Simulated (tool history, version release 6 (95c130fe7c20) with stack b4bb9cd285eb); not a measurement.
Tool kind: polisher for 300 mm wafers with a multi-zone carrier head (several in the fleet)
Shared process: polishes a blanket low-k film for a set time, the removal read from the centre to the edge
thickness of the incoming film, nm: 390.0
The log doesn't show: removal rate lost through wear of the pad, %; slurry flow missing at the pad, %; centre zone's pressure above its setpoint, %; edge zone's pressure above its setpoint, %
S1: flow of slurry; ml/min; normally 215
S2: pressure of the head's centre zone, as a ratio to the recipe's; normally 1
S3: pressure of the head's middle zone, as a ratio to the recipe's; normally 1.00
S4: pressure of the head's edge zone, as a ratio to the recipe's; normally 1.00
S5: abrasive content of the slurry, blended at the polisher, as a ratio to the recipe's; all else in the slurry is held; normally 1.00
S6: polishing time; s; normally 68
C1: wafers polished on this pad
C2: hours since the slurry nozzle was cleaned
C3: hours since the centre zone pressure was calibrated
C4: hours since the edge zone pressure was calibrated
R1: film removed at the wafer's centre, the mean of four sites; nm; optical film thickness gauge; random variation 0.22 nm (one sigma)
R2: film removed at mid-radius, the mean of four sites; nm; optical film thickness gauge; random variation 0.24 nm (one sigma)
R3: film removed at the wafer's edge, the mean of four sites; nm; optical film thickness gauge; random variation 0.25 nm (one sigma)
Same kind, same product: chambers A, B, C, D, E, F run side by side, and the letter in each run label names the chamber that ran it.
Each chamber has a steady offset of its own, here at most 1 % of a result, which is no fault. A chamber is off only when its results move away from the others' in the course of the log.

At day 0.025: chamber D: edge zone pressure recalibrated.
At day 0.238: chamber C: worn pad replaced by a new one.
Run 1C, day 0.250: usual settings; C1 3; C2 315.2; C3 461.7; C4 208.4. Result: R1 17.877 nm, R2 18.557 nm, R3 17.990 nm.
Run 2F, day 0.629: usual settings; C1 635; C2 269.3; C3 813.8; C4 331.2. Result: R1 18.498 nm, R2 18.427 nm, R3 18.324 nm.
Run 3E, day 0.825: usual settings; C1 685; C2 380.3; C3 479.8; C4 608.3. Result: R1 17.883 nm, R2 18.391 nm, R3 17.943 nm.
At day 0.862: chamber E: worn pad replaced by a new one.
At day 1.075: chamber D: worn pad replaced by a new one.
At day 1.108: chamber B: slurry nozzle cleaned.
Run 4D, day 1.129: usual settings; C1 14; C2 248.7; C3 170.3; C4 26.6. Result: R1 18.190 nm, R2 18.023 nm, R3 17.799 nm.
At day 1.204: chamber A: worn pad replaced by a new one.
Run 5B, day 1.475: usual settings; C1 443; C2 8.8; C3 348.1; C4 572.5. Result: R1 18.074 nm, R2 17.956 nm, R3 18.084 nm.
Run 6A, day 1.738: usual settings; C1 130; C2 74.3; C3 471.2; C4 371.6. Result: R1 18.274 nm, R2 18.006 nm, R3 18.364 nm.
Run 7E, day 1.950: usual settings; C1 265; C2 407.3; C3 506.8; C4 635.3. Result: R1 18.148 nm, R2 17.849 nm, R3 18.038 nm.
Run 8B, day 2.162: usual settings; C1 610; C2 25.3; C3 364.6; C4 589.0. Result: R1 17.858 nm, R2 17.988 nm, R3 18.124 nm.
At day 2.512: chamber F: centre zone pressure recalibrated.
Run 9F, day 2.588: usual settings; C1 1112; C2 316.3; C3 1.9; C4 378.2. Result: R1 18.071 nm, R2 17.993 nm, R3 17.761 nm.
At day 2.929: chamber C: worn pad replaced by a new one.
Run 10A, day 2.967: usual settings; C1 429; C2 103.8; C3 500.7; C4 401.1. Result: R1 18.598 nm, R2 17.912 nm, R3 18.430 nm.
At day 3.033: chamber E: worn pad replaced by a new one.
Run 11C, day 3.254: usual settings; C1 79; C2 387.3; C3 533.8; C4 280.5. Result: R1 17.966 nm, R2 18.242 nm, R3 18.370 nm.
Run 12D, day 3.608: usual settings; C1 617; C2 308.2; C3 229.8; C4 86.1. Result: R1 18.165 nm, R2 18.519 nm, R3 17.808 nm.
Run 13A, day 3.892: usual settings; C1 654; C2 126.0; C3 522.9; C4 423.3. Result: R1 18.097 nm, R2 17.946 nm, R3 18.128 nm.
Run 14F, day 4.088: usual settings; C1 1477; C2 352.3; C3 37.9; C4 414.2. Result: R1 18.094 nm, R2 17.706 nm, R3 18.335 nm.
Run 15D, day 4.483: usual settings; C1 830; C2 329.2; C3 250.8; C4 107.1. Result: R1 18.604 nm, R2 18.463 nm, R3 18.560 nm.
Run 16E, day 4.808: usual settings; C1 433; C2 475.9; C3 575.4; C4 703.9. Result: R1 18.192 nm, R2 17.878 nm, R3 18.256 nm.
Run 17C, day 5.075: usual settings; C1 523; C2 431.0; C3 577.5; C4 324.2. Result: R1 18.033 nm, R2 17.986 nm, R3 18.282 nm.
At day 5.283: chamber E: worn pad replaced by a new one.
At day 5.329: chamber B: worn pad replaced by a new one.
At day 5.433: chamber F: slurry nozzle cleaned.
Run 18B, day 5.467: usual settings; C1 34; C2 104.6; C3 443.9; C4 668.3. Result: R1 17.806 nm, R2 17.777 nm, R3 18.453 nm.
Run 19A, day 5.783: usual settings; C1 1115; C2 171.4; C3 568.3; C4 468.7. Result: R1 18.320 nm, R2 18.626 nm, R3 18.403 nm.
At day 5.950: chamber C: worn pad replaced by a new one.
Run 20D, day 6.117: usual settings; C1 1228; C2 368.4; C3 290.0; C4 146.3. Result: R1 18.178 nm, R2 18.310 nm, R3 17.860 nm.
Run 21E, day 6.342: usual settings; C1 258; C2 512.7; C3 612.2; C4 740.7. Result: R1 18.469 nm, R2 18.380 nm, R3 18.095 nm.
At day 6.475: chamber D: worn pad replaced by a new one.
Run 22B, day 6.688: usual settings but S3 0.95, S4 1.07; C1 331; C2 133.9; C3 473.2; C4 697.6. Result: R1 18.001 nm, R2 17.460 nm, R3 18.637 nm.
At day 6.771: chamber E: edge zone pressure recalibrated.
Run 23F, day 7.100: usual settings but S3 0.95, S4 1.07; C1 2211; C2 40.1; C3 110.2; C4 486.5. Result: R1 17.962 nm, R2 16.805 nm, R3 18.645 nm.
At day 7.133: chamber A: worn pad replaced by a new one.
Run 24C, day 7.454: usual settings but S3 0.95, S4 1.07; C1 366; C2 488.1; C3 634.6; C4 381.3. Result: R1 18.298 nm, R2 17.265 nm, R3 19.112 nm.
At day 7.825: chamber E: worn pad replaced by a new one.
Run 25E, day 7.842: usual settings but S3 0.95, S4 1.07; C1 4; C2 548.7; C3 648.2; C4 25.7. Result: R1 18.442 nm, R2 17.529 nm, R3 18.810 nm.
Run 26B, day 8.079: usual settings but S3 0.95, S4 1.07; C1 670; C2 167.3; C3 506.6; C4 731.0. Result: R1 17.784 nm, R2 17.064 nm, R3 18.613 nm.
Run 27A, day 8.296: usual settings but S3 0.95, S4 1.07; C1 283; C2 231.7; C3 628.6; C4 529.0. Result: R1 18.369 nm, R2 17.529 nm, R3 18.887 nm.
At day 8.496: chamber C: worn pad replaced by a new one.
Run 28C, day 8.658: usual settings; C1 39; C2 517.0; C3 663.5; C4 410.2. Result: R1 17.688 nm, R2 18.042 nm, R3 18.450 nm.
Run 29F, day 9.004: usual settings but S3 1.08; C1 2675; C2 85.8; C3 155.9; C4 532.2. Result: R1 17.235 nm, R2 18.789 nm, R3 16.686 nm.
Run 30D, day 9.200: usual settings but S3 1.08; C1 663; C2 442.4; C3 364.0; C4 220.3. Result: R1 18.175 nm, R2 19.665 nm, R3 17.878 nm.
Run 31E, day 9.533: usual settings but S3 1.08; C1 416; C2 589.3; C3 688.8; C4 66.3. Result: R1 18.143 nm, R2 19.728 nm, R3 17.908 nm.
Run 32F, day 9.958: usual settings but S3 1.08; C1 2907; C2 108.7; C3 178.8; C4 555.1. Result: R1 17.023 nm, R2 18.210 nm, R3 16.753 nm.
At day 9.979: chamber A: edge zone pressure recalibrated.
Run 33D, day 10.367: usual settings but S3 1.08; C1 947; C2 470.4; C3 392.0; C4 248.3. Result: R1 18.134 nm, R2 19.347 nm, R3 17.671 nm.
At day 10.450: chamber E: worn pad replaced by a new one.
At day 10.479: chamber C: centre zone pressure recalibrated.
Run 34C, day 10.579: usual settings but S3 1.08; C1 507; C2 563.1; C3 2.5; C4 456.3. Result: R1 18.275 nm, R2 19.627 nm, R3 18.358 nm.
At day 10.875: chamber C: worn pad replaced by a new one.
Run 35A, day 10.904: usual settings; C1 918; C2 294.3; C3 691.2; C4 22.2. Result: R1 18.004 nm, R2 17.984 nm, R3 18.528 nm.
Run 36B, day 11.312: usual settings; C1 1457; C2 244.9; C3 584.2; C4 808.6. Result: R1 18.082 nm, R2 17.677 nm, R3 18.277 nm.
At day 11.358: chamber B: worn pad replaced by a new one.
Run 37C, day 11.546: usual settings but S5 0.75; C1 163; C2 586.3; C3 25.7; C4 479.5. Result: R1 15.681 nm, R2 15.834 nm, R3 16.338 nm.
Run 38E, day 11.867: usual settings but S5 0.75; C1 345; C2 645.3; C3 744.8; C4 122.3. Result: R1 15.486 nm, R2 15.981 nm, R3 15.978 nm.
Run 39B, day 12.096: usual settings but S5 0.75; C1 179; C2 263.7; C3 603.0; C4 827.4. Result: R1 15.513 nm, R2 15.643 nm, R3 15.637 nm.
Run 40F, day 12.342: usual settings but S5 0.75; C1 3487; C2 165.9; C3 236.0; C4 612.3. Result: R1 14.005 nm, R2 14.139 nm, R3 14.171 nm.
Run 41A, day 12.550: usual settings but S5 0.75; C1 1319; C2 333.8; C3 730.7; C4 61.7. Result: R1 15.545 nm, R2 15.842 nm, R3 15.798 nm.

For the next run the whole fleet of 6 chambers uses the same settings. Give each chamber's results:
Run 42A, day 12.854: usual settings but S5 1.20. Result: R1 ?, R2 ?, R3 ?.
Run 42B, day 12.854: usual settings but S5 1.20. Result: R1 ?, R2 ?, R3 ?.
Run 42C, day 12.854: usual settings but S5 1.20. Result: R1 ?, R2 ?, R3 ?.
Run 42D, day 12.854: usual settings but S5 1.20. Result: R1 ?, R2 ?, R3 ?.
Run 42E, day 12.854: usual settings but S5 1.20. Result: R1 ?, R2 ?, R3 ?.
Run 42F, day 12.854: usual settings but S5 1.20. Result: R1 ?, R2 ?, R3 ?.

run      R1      R2      R3
42A  19.695  19.369  19.826
42B  19.259  19.338  19.556
42C  19.350  19.539  19.397
42D  19.502  19.670  19.795
42E  19.636  19.793  19.354
42F  17.008  17.373  17.380

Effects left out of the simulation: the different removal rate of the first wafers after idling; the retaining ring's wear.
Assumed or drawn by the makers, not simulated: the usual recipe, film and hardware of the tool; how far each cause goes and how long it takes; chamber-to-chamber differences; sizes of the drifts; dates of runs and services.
